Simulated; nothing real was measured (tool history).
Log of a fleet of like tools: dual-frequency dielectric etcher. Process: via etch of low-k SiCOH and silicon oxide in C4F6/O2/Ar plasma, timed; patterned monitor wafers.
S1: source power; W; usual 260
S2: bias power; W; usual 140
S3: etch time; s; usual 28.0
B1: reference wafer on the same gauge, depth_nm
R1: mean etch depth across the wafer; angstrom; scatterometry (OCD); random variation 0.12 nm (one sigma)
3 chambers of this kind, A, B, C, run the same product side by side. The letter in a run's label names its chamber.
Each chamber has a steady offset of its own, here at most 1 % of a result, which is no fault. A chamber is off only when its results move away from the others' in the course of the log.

| run | day | S1 | S2 | S3 | B1 | R1 |
|---|---|---|---|---|---|---|
|  | 0.133 | chamber B: wet clean of the chamber |
| 1B | 0.271 | 260 | 140 | 28.0 | 60.909 | 522.02 |
| 2C | 0.638 | 260 | 140 | 28.0 | 60.903 | 515.36 |
| 3A | 0.888 | 260 | 140 | 28.0 | 60.902 | 516.52 |
| 4B | 1.221 | 260 | 140 | 28.0 | 60.911 | 520.72 |
| 5A | 1.571 | 260 | 140 | 28.0 | 60.914 | 516.63 |
| 6C | 1.904 | 260 | 140 | 28.0 | 60.870 | 514.78 |
| 7A | 2.283 | 260 | 127 | 36.0 | 60.892 | 648.80 |
| 8C | 2.717 | 260 | 127 | 36.0 | 60.874 | 643.82 |
| 9B | 2.929 | 260 | 127 | 36.0 | 60.846 | 649.72 |
| 10A | 3.417 | 260 | 140 | 28.0 | 60.939 | 514.01 |
|  | 3.683 | chamber C: wet clean of the chamber |
| 11B | 3.825 | 260 | 140 | 28.0 | 60.924 | 521.63 |
| 12C | 4.104 | 260 | 140 | 28.0 | 60.905 | 496.09 |
| 13B | 4.592 | 260 | 140 | 28.0 | 60.945 | 522.09 |
| 14A | 4.850 | 260 | 140 | 35.5 | 60.938 | 654.93 |
| 15C | 5.154 | 260 | 140 | 35.5 | 60.914 | 633.89 |
| 16C | 5.550 | 260 | 140 | 35.5 | 60.891 | 631.31 |
| 17A | 5.942 | 260 | 140 | 28.0 | 60.872 | 517.87 |
| 18B | 6.325 | 260 | 140 | 28.0 | 60.883 | 521.93 |
| 19A | 6.721 | 260 | 140 | 28.0 | 60.904 | 517.08 |
| 20B | 7.108 | 260 | 140 | 28.0 | 60.903 | 523.19 |
| 21C | 7.325 | 260 | 152 | 35.0 | 60.902 | 638.43 |
| 22A | 7.558 | 260 | 152 | 35.0 | 60.877 | 666.23 |
| 23B | 7.779 | 260 | 152 | 35.0 | 60.927 | 668.57 |
| 24C | 8.117 | 260 | 140 | 28.0 | 60.911 | 497.87 |
| 25B | 8.442 | 260 | 140 | 28.0 | 60.907 | 522.57 |
| 26C | 8.679 | 260 | 140 | 28.0 | 60.901 | 498.37 |

Is one chamber off against the others, does the gauge drift, or is nothing wrong? If a chamber is off, say which, and what the likeliest cause is.

A service left chamber C off against the others.
Cause: etch rate under this chamber's usual, % = 3.06.

Here are 4 candidates for chamber C's next run, each the usual settings with a change, their results left as question marks. Which one brings its results back in line with what the others give on the usual settings?
In line means no further than this from the other chambers' mean on the usual settings: R1 4.20 angstrom
| 27C-1 | 9.033 | 260 | 139 | 27.0 |  | ? |
| 27C-2 | 9.033 | 260 | 159 | 28.0 |  | ? |
| 27C-3 | 9.033 | 260 | 142 | 30.5 |  | ? |
| 27C-4 | 9.033 | 230 | 123 | 28.0 |  | ? |

The other chambers' mean on the usual settings: R1 519.52 angstrom
| run | R1 |
|---|---|
| 27C-1 | 480.17 |
| 27C-2 | 519.04 |
| 27C-3 | 545.95 |
| 27C-4 | 457.41 |
27C-2 brings the chamber back in line.
